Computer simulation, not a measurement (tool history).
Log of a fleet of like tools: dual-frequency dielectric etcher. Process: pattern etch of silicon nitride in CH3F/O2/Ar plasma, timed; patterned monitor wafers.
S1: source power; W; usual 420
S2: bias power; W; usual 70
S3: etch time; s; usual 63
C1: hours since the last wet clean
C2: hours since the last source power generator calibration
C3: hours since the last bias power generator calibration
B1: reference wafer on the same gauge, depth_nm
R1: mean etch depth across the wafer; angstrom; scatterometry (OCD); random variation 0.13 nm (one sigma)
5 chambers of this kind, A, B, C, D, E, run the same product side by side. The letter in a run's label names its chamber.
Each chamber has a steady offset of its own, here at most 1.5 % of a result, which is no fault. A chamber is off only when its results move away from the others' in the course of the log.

run,hour,S1,S2,S3,C1,C2,C3,B1,R1
1E,14.3,420,70,63,195.4,1508.2,948.8,40.383,446.01
2D,28.1,420,70,63,31.6,1153.6,959.8,40.394,441.74
3B,36.2,420,70,63,192.9,932.6,2264.1,40.404,441.77
4C,42.9,420,70,63,153.4,3595.1,4095.3,40.393,446.33
5A,55.2,420,70,63,267.0,866.5,1790.9,40.399,439.29
6E,69.3,420,70,63,250.4,1563.2,1003.8,40.398,443.77
7D,81.0,420,70,63,84.5,1206.5,1012.7,40.410,442.36
8A,94.3,420,70,63,306.1,905.6,1830.0,40.377,442.78
9B,104.4,420,78,63,261.1,1000.8,2332.3,40.395,462.09
10C,115.4,420,78,63,225.9,3667.6,4167.8,40.381,463.48
11B,128.8,420,78,63,285.5,1025.2,2356.7,40.400,456.57
# hour 139.3: chamber E: source power generator calibrated
12D,140.7,420,78,63,144.2,1266.2,1072.4,40.388,460.48
13C,152.3,420,78,63,262.8,3704.5,4204.7,40.394,461.86
14E,164.8,420,70,63,345.9,25.5,1099.3,40.410,446.90
15A,177.2,420,70,63,389.0,988.5,1912.9,40.404,440.10
# hour 187.3: chamber E: wet clean of the chamber
16D,189.7,420,70,63,193.2,1315.2,1121.4,40.388,441.22
17C,201.5,420,70,63,312.0,3753.7,4253.9,40.403,443.96
18E,208.9,420,70,63,21.6,69.6,1143.4,40.410,445.82
# hour 220.2: chamber A: wet clean of the chamber
19B,220.8,420,88,57,377.5,1117.2,2448.7,40.401,431.27
20A,229.4,420,88,57,9.3,1040.7,1965.1,40.394,433.23
# hour 233.3: chamber C: wet clean of the chamber
21B,240.2,420,88,57,396.9,1136.6,2468.1,40.413,432.44
22E,251.5,420,88,57,64.2,112.2,1186.0,40.384,437.67
23C,262.8,420,88,57,29.6,3815.0,4315.2,40.396,433.54
24A,276.4,420,70,63,56.3,1087.7,2012.1,40.391,440.81
25D,283.4,420,70,63,286.9,1408.9,1215.1,40.399,443.13
# hour 289.7: chamber B: bias power generator calibrated
26C,296.7,420,70,63,63.5,3848.9,4349.1,40.416,443.53
# hour 297.8: chamber C: bias power generator calibrated
27A,306.8,420,70,63,86.7,1118.1,2042.5,40.424,439.91
28D,317.7,420,70,63,321.2,1443.2,1249.4,40.381,444.56
29B,330.0,420,70,63,486.7,1226.4,40.3,40.435,435.53
30E,340.9,420,70,63,153.6,201.6,1275.4,40.380,446.84
31A,349.8,420,70,63,129.7,1161.1,2085.5,40.408,441.02
32D,359.5,420,70,63,363.0,1485.0,1291.2,40.397,442.81
33C,367.7,420,70,63,134.5,3919.9,70.0,40.401,445.58
34B,374.2,420,70,63,530.9,1270.6,84.5,40.428,431.83
35E,384.7,420,70,63,197.4,245.4,1319.2,40.386,446.26
36E,393.3,420,70,63,206.0,254.0,1327.8,40.395,445.38
37B,404.4,420,70,63,561.1,1300.8,114.7,40.375,429.92
38A,414.0,420,70,63,193.9,1225.3,2149.7,40.385,438.87
39D,426.1,420,70,63,429.6,1551.6,1357.8,40.412,441.60
40C,439.7,420,70,63,206.5,3991.9,142.0,40.383,444.48
41E,451.0,470,70,63,263.7,311.7,1385.5,40.394,462.55
42C,465.1,470,70,63,231.9,4017.3,167.4,40.413,463.64

All 5 chambers run these settings next. Forecast each chamber's results:
43A,475.3,420,63,63,,,,,?
43B,475.3,420,63,63,,,,,?
43C,475.3,420,63,63,,,,,?
43D,475.3,420,63,63,,,,,?
43E,475.3,420,63,63,,,,,?

run,R1
43A,426.94
43B,409.72
43C,427.27
43D,428.08
43E,430.81
